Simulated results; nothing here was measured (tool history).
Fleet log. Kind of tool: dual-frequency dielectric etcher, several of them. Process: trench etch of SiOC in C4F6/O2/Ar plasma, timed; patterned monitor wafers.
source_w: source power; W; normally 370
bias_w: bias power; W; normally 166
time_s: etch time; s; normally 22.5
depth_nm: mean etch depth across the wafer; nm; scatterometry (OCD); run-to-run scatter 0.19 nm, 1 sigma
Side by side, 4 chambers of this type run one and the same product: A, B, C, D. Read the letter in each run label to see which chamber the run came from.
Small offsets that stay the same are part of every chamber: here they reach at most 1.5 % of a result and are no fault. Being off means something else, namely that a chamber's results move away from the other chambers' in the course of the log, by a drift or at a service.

run   hour  source_w  bias_w  time_s  read-back reference wafer on the same gauge, depth_nm  depth_nm
 1D    2.4       370     166    22.5                                                 48.001    44.534
 2B      5       370     166    22.5                                                 48.024    44.588
 3A      9       370     166    22.5                                                 47.955    43.924
 4C   12.1       370     166    22.5                                                 48.005    44.529
 5B   15.4       450     166    22.5                                                 47.944    48.309
 6C   17.9       450     166    22.5                                                 47.931    47.891
 7D   20.8       450     166    22.5                                                 48.031    47.846
 8A   23.8       450     166    22.5                                                 48.001    47.316
 9B   27.6       370     166    22.5                                                 47.965    44.799
10C   31.7       370     166    22.5                                                  48.02    44.497
      33.6  -- chamber C: wet clean of the chamber
11A   34.4       370     166    22.5                                                 47.971    44.097
12D   37.5       370     166    22.5                                                 48.021     43.92
13A   39.6       370     166    22.5                                                 48.043    43.729
      42.2  -- chamber A: wet clean of the chamber
14D   42.3       370     166    22.5                                                  48.04    44.525
15B   45.2       370     166    22.5                                                 47.993     44.82
16C   47.6       370     166    22.5                                                 48.012     44.25
17B   49.6       370     166    22.5                                                  47.98    44.457
18A   53.7       370     166    22.5                                                 47.993    41.632
19D   58.2       370     166    22.5                                                 47.982    44.423
20C   60.7       460     141    22.5                                                 48.003     46.33
21B     63       460     141    22.5                                                 47.962    46.383
22D   65.2       460     141    22.5                                                 47.995    45.915
23C   68.7       460     141    22.5                                                 47.956    45.848
24A     71       370     203    22.5                                                 47.991    44.353
25D   75.1       370     203    22.5                                                 47.993    47.117
26A   79.5       370     203    22.5                                                 48.026    44.587
27C   83.4       370     203    22.5                                                 48.012    47.127
28B     87       370     166    22.5                                                 48.012    44.517
29A   89.6       370     166    22.5                                                 47.986    41.601
30D   93.4       370     166    22.5                                                 48.043    44.336
31B   97.1       370     166    22.5                                                 48.024    44.593
32C    100       450     138    22.5                                                 48.018    45.034
33B  102.2       450     138    22.5                                                  48.03    45.708

Next, all 4 chambers run the settings below, one line each with question marks for the results. What does each chamber give?
34A  105.5       370     166    20.5                                                                ?
34B  105.5       370     166    20.5                                                                ?
34C  105.5       370     166    20.5                                                                ?
34D  105.5       370     166    20.5                                                                ?

run  depth_nm
34A    37.806
34B    40.518
34C    40.437
34D    40.776
